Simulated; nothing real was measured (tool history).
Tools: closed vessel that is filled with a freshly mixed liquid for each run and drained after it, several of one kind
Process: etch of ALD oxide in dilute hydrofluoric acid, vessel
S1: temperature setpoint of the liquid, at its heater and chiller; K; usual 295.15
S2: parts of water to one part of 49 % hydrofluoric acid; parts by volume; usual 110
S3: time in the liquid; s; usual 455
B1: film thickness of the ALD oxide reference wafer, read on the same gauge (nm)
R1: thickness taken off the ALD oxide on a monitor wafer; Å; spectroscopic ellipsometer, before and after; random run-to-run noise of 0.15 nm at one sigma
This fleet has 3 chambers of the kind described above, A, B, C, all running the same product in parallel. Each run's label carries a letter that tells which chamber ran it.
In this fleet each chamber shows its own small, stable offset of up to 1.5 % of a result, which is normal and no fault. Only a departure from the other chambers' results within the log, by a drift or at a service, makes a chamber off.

{"run": "1A", "hour": 9.8, "S1": 295.15, "S2": 110, "S3": 455, "B1": 50.013, "R1": 365.65}
{"run": "2B", "hour": 21.0, "S1": 295.15, "S2": 110, "S3": 455, "B1": 50.0, "R1": 365.71}
{"run": "3C", "hour": 30.3, "S1": 295.15, "S2": 110, "S3": 455, "B1": 49.991, "R1": 366.61}
{"run": "4A", "hour": 41.6, "S1": 295.15, "S2": 110, "S3": 455, "B1": 50.002, "R1": 366.67}
{"run": "5C", "hour": 54.3, "S1": 295.15, "S2": 110, "S3": 455, "B1": 50.003, "R1": 365.39}
{"hour": 60.9, "done": "chamber C: thermometer replaced"}
{"run": "6B", "hour": 67.1, "S1": 295.15, "S2": 110, "S3": 455, "B1": 49.984, "R1": 370.27}
{"run": "7A", "hour": 81.3, "S1": 295.15, "S2": 110, "S3": 455, "B1": 49.993, "R1": 365.52}
{"run": "8C", "hour": 96.6, "S1": 295.15, "S2": 110, "S3": 455, "B1": 49.99, "R1": 366.92}
{"run": "9B", "hour": 105.6, "S1": 295.15, "S2": 110, "S3": 455, "B1": 49.988, "R1": 364.71}
{"run": "10B", "hour": 113.0, "S1": 295.15, "S2": 110, "S3": 455, "B1": 49.999, "R1": 366.96}
{"run": "11A", "hour": 122.3, "S1": 297.15, "S2": 110, "S3": 455, "B1": 50.0, "R1": 396.97}
{"run": "12C", "hour": 134.1, "S1": 297.15, "S2": 110, "S3": 455, "B1": 50.002, "R1": 395.18}
{"hour": 142.8, "done": "chamber B: hydrofluoric acid flow meter replaced"}
{"run": "13B", "hour": 145.7, "S1": 297.15, "S2": 110, "S3": 455, "B1": 50.008, "R1": 397.23}
{"run": "14C", "hour": 156.2, "S1": 295.15, "S2": 110, "S3": 455, "B1": 49.995, "R1": 370.24}
{"run": "15A", "hour": 167.3, "S1": 295.15, "S2": 110, "S3": 205, "B1": 49.994, "R1": 165.61}
{"run": "16B", "hour": 176.1, "S1": 295.15, "S2": 110, "S3": 205, "B1": 50.002, "R1": 164.53}
{"run": "17C", "hour": 188.0, "S1": 295.15, "S2": 110, "S3": 205, "B1": 50.001, "R1": 166.1}
{"run": "18A", "hour": 201.3, "S1": 295.15, "S2": 110, "S3": 455, "B1": 50.004, "R1": 363.09}
{"run": "19C", "hour": 212.0, "S1": 295.15, "S2": 110, "S3": 455, "B1": 49.989, "R1": 369.57}
{"run": "20B", "hour": 225.2, "S1": 295.15, "S2": 110, "S3": 455, "B1": 49.975, "R1": 366.86}
{"run": "21A", "hour": 232.2, "S1": 295.15, "S2": 110, "S3": 455, "B1": 50.011, "R1": 368.21}
{"run": "22B", "hour": 240.3, "S1": 295.15, "S2": 110, "S3": 455, "B1": 49.988, "R1": 368.05}

Has any chamber moved away from the others, gradually or after a service, or does the common gauge drift, or do the chambers differ only by their own small steady offsets? State the chamber and the most likely cause if one applies.

No chamber is off and the gauge is stable; the differences are just each chamber's small, constant offset.

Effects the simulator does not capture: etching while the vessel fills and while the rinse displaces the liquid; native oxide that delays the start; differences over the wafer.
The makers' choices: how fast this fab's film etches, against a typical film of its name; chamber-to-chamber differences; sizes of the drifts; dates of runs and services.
